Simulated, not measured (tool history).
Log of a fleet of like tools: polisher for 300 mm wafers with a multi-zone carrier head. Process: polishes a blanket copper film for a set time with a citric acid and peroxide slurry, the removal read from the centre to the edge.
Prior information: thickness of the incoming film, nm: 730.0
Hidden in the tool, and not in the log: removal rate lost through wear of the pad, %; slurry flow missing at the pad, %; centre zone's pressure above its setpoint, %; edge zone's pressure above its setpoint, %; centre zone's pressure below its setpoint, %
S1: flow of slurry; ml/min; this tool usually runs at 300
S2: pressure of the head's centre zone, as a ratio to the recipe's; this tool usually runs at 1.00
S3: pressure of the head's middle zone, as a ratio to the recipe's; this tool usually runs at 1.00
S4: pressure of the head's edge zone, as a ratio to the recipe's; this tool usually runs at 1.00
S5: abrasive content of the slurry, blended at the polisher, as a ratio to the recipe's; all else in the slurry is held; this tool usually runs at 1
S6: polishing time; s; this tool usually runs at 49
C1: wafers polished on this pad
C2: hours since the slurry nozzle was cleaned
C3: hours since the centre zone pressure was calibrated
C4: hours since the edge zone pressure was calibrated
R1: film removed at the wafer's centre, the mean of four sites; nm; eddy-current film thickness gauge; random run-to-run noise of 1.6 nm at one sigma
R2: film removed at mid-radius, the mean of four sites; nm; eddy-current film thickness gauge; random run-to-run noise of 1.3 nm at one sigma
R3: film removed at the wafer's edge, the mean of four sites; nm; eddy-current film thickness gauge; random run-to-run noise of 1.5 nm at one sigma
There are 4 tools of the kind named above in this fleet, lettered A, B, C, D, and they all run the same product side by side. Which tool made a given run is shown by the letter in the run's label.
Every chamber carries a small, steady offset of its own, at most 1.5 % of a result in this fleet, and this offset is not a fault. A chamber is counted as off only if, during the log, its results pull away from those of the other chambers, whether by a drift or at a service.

run	hour	S1	S2	S3	S4	S5	S6	C1	C2	C3	C4	R1	R2	R3
1D	5.4	300	1.00	1.00	1.00	1	49	516	265.8	844.2	118.0	121.43	117.41	120.94
# hour 11.6: chamber A: worn pad replaced by a new one
2C	14.7	300	1.00	1.00	1.00	1	49	270	258.2	286.7	1427.1	121.18	119.59	120.11
# hour 14.8: chamber C: slurry nozzle cleaned
# hour 15.3: chamber A: slurry nozzle cleaned
3B	20.0	300	1.00	1.00	1.00	1	49	1032	369.3	297.2	617.8	122.33	121.00	119.93
4A	26.1	300	1.00	1.00	1.00	1	49	197	10.9	149.4	482.8	120.40	120.72	120.94
# hour 28.3: chamber B: worn pad replaced by a new one
5D	35.8	300	1.00	1.00	1.00	1	49	929	296.2	874.6	148.4	121.32	118.05	120.22
6B	42.9	300	1.00	1.00	1.00	1	49	198	392.2	320.1	640.7	120.98	119.42	120.86
# hour 50.1: chamber B: edge zone pressure recalibrated
7A	52.4	300	1.00	1.00	1.00	1	49	555	37.2	175.7	509.1	118.67	120.57	121.26
8C	58.0	300	1.00	1.00	1.00	1	49	858	43.3	330.0	1470.4	120.57	118.19	120.06
# hour 59.3: chamber D: worn pad replaced by a new one
# hour 62.0: chamber C: worn pad replaced by a new one
9B	64.7	300	1.00	1.00	1.00	1	49	495	414.0	341.9	14.6	121.25	119.17	119.62
10A	70.5	300	1.00	1.00	1.00	1	49	801	55.3	193.8	527.2	119.52	117.11	118.38
# hour 74.7: chamber A: worn pad replaced by a new one
11D	78.4	300	1.00	1.00	1.00	1	49	259	338.8	917.2	191.0	118.21	117.81	121.51
12C	85.0	300	1.00	1.00	1.00	1	49	312	70.3	357.0	1497.4	121.58	120.10	117.93
13C	94.0	355	1.00	1.00	1.00	1	49	435	79.3	366.0	1506.4	120.59	125.11	124.02
14D	103.5	355	1.00	1.00	1.00	1	49	601	363.9	942.3	216.1	119.39	118.14	124.35
15A	109.5	355	1.00	1.00	1.00	1	49	474	94.3	232.8	566.2	119.90	121.44	122.01
# hour 117.5: chamber B: worn pad replaced by a new one
16B	118.4	355	1.00	1.00	1.00	1	49	12	467.7	395.6	68.3	125.55	122.23	123.46
17C	127.2	300	1.00	1.07	1.00	1	49	886	112.5	399.2	1539.6	119.80	127.19	118.04
18D	139.0	300	1.00	1.07	1.00	1	49	1083	399.4	977.8	251.6	120.05	127.33	118.61
# hour 140.9: chamber C: worn pad replaced by a new one
# hour 143.1: chamber D: worn pad replaced by a new one
# hour 143.7: chamber C: edge zone pressure recalibrated
19A	147.7	300	1.00	1.07	1.00	1	49	993	132.5	271.0	604.4	121.92	126.53	121.44
20B	153.9	300	1.00	1.07	1.00	1	49	494	503.2	431.1	103.8	122.19	128.69	120.65
# hour 155.1: chamber A: worn pad replaced by a new one
# hour 156.1: chamber D: slurry nozzle cleaned
21B	165.1	300	1.00	1.00	1.00	1	49	646	514.4	442.3	115.0	119.71	121.02	117.14
22D	176.5	300	1.00	1.00	1.00	1	49	454	20.4	1015.3	289.1	118.19	117.61	120.49
23A	181.9	300	1.00	1.00	1.00	1	49	364	166.7	305.2	638.6	120.31	120.48	119.14
# hour 187.7: chamber B: worn pad replaced by a new one
24C	189.7	300	1.00	1.00	1.00	1	49	663	175.0	461.7	46.1	118.97	118.79	119.80
25D	197.2	300	1.00	1.00	1.00	1	49	736	41.1	1036.0	309.8	117.84	118.27	120.92
26C	205.9	345	1.00	1.00	1.00	1	49	883	191.2	477.9	62.3	120.32	120.93	122.83
# hour 207.2: chamber C: worn pad replaced by a new one
# hour 211.2: chamber C: centre zone pressure recalibrated
27B	214.6	345	1.00	1.00	1.00	1	49	365	563.9	491.8	164.5	121.12	120.44	120.74
# hour 221.9: chamber A: worn pad replaced by a new one
28A	224.6	345	1.00	1.00	1.00	1	49	37	209.4	347.9	681.3	123.31	122.95	121.43
29D	234.0	345	1.00	1.00	1.00	1	49	1236	77.9	1072.8	346.6	121.59	116.01	118.97
# hour 235.1: chamber D: worn pad replaced by a new one
30C	244.3	300	1.00	1.00	1.00	1	49	504	229.6	33.2	100.7	107.70	120.70	120.51
31A	252.7	300	1.00	1.00	1.00	1	49	419	237.5	376.0	709.4	118.81	119.04	117.70
# hour 253.9: chamber A: slurry nozzle cleaned
# hour 260.8: chamber C: slurry nozzle cleaned
# hour 262.3: chamber B: worn pad replaced by a new one
32B	264.1	300	1.05	1.00	1.11	1	49	24	613.4	541.3	214.0	126.23	121.27	125.06
33C	275.3	300	1.05	1.00	1.11	1	49	925	14.5	64.2	131.7	113.86	119.58	126.78
# hour 279.3: chamber C: worn pad replaced by a new one
34A	282.4	300	1.05	1.00	1.11	1	49	822	28.6	405.7	739.1	125.62	120.59	125.22
35D	291.3	300	1.05	1.00	1.11	1	49	763	135.2	1130.1	403.9	123.79	118.10	128.48
# hour 295.7: chamber A: worn pad replaced by a new one
36B	297.7	300	1.00	1.00	1.00	1	49	480	647.0	574.9	247.6	119.71	118.08	116.22
37C	304.1	300	1.00	1.00	1.00	1	49	337	43.3	93.0	160.5	107.22	119.42	119.46
38D	312.8	300	1.00	1.00	1.00	1	49	1055	156.7	1151.6	425.4	117.59	118.31	119.62
# hour 322.6: chamber D: centre zone pressure recalibrated
39B	323.2	300	1.00	1.00	1.00	1	49	827	672.5	600.4	273.1	118.31	118.99	119.08
40A	330.2	300	1.00	1.00	1.00	1	49	469	76.4	453.5	786.9	117.81	118.89	121.35
# hour 331.0: chamber B: worn pad replaced by a new one
# hour 339.3: chamber D: worn pad replaced by a new one
41D	341.3	300	1.00	1.00	1.00	1	49	28	185.2	18.8	453.9	118.86	118.16	118.18
42A	351.6	300	1.00	1.00	1.11	1	49	759	97.8	474.9	808.3	121.55	119.90	125.63
43B	361.2	300	1.00	1.00	1.11	1	49	411	710.5	638.4	311.1	117.66	118.29	129.08

All 4 chambers run these settings next. Forecast each chamber's results:
44A	369.9	300	1.00	1.00	1.00	1	49					?	?	?
44B	369.9	300	1.00	1.00	1.00	1	49					?	?	?
44C	369.9	300	1.00	1.00	1.00	1	49					?	?	?
44D	369.9	300	1.00	1.00	1.00	1	49					?	?	?

run	R1	R2	R3
44A	119.59	118.65	118.79
44B	121.13	120.48	121.68
44C	104.59	116.66	118.69
44D	118.91	117.87	119.76
